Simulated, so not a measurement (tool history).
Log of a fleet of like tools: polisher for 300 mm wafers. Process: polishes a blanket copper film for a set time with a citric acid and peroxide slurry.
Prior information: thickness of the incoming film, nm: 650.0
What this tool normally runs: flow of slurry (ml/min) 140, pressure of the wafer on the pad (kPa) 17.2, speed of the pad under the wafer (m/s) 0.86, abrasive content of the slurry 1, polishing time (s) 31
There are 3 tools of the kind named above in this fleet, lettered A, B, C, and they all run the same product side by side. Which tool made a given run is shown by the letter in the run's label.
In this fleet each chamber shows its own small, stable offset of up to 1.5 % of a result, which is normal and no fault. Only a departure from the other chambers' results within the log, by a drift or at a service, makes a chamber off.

run,hour,flow of slurry (ml/min),pressure of the wafer on the pad (kPa),speed of the pad under the wafer (m/s),abrasive content of the slurry,polishing time (s),film removed (angstrom)
1C,7,140,17.2,0.86,1,31,443.71
# hour 7.1: chamber C: worn pad replaced by a new one
# hour 13: chamber B: slurry blender recalibrated
2B,14.7,140,17.2,0.86,1,31,443.35
# hour 16.5: chamber A: worn pad replaced by a new one
3A,21.9,140,17.2,0.86,1,31,441.28
4C,27.8,140,17.2,0.86,1,31,441.58
5A,39,140,17.2,0.86,1,31,445.34
# hour 43.2: chamber B: worn pad replaced by a new one
6B,46.7,140,17.2,0.86,1,31,449.67
7C,55.2,140,17.2,0.86,1,31,440.72
8B,63,140,17.2,0.86,1,31,449.27
9A,72.9,140,17.2,0.86,1,31,443.89
10A,81.5,140,17.2,0.86,1,31,446.24
# hour 83.8: chamber A: slurry blender recalibrated
11C,88.5,140,17.2,0.86,1,31,440.17
# hour 89.1: chamber C: slurry blender recalibrated
12B,94.9,140,17.2,0.86,1,31,441.38
13A,106.8,140,17.2,0.86,1,31,442.02
# hour 113.5: chamber A: slurry nozzle cleaned
14B,115.6,140,17.2,0.86,1,31,445.87
15C,123.3,140,17.2,0.86,1,31,439.29
# hour 126.1: chamber B: head pressure recalibrated
16B,134.4,140,17.2,0.86,1,31,449.49
# hour 137.8: chamber B: worn pad replaced by a new one
# hour 139.2: chamber A: worn pad replaced by a new one
17A,143.5,140,17.2,1.1,1,31,559.92
18C,148.9,140,17.2,1.1,1,31,554.11
19C,154.3,140,17.2,1.1,1,31,552.13
# hour 159.4: chamber C: worn pad replaced by a new one
20A,163,140,17.2,0.86,1,31,440.98
21B,171.7,160,17.2,0.86,1,39,579.1
22A,180.1,160,17.2,0.86,1,39,565.23
23C,186.4,160,17.2,0.86,1,39,563.35
24B,191.8,140,17.2,0.86,1,31,442.56
25B,201.5,140,17.2,0.86,1,31,442.38
26C,210.2,140,17.2,0.86,1,31,424.49
27A,215.9,140,17.2,0.86,1,31,445
# hour 216.3: chamber B: worn pad replaced by a new one
# hour 220.7: chamber C: head pressure recalibrated
28C,227.6,140,17.2,0.86,1,31,418.28
29B,236,140,17.2,0.86,1,31,444.14
# hour 241.2: chamber A: worn pad replaced by a new one
30A,241.5,140,17.2,0.86,1,31,444.23

Predict what each chamber gives when all 3 of them run the settings below next.
31A,250,140,17.2,0.86,1,38,?
31B,250,140,17.2,0.86,1,38,?
31C,250,140,17.2,0.86,1,38,?

run,film removed (angstrom)
31A,549.31
31B,542.23
31C,509.44
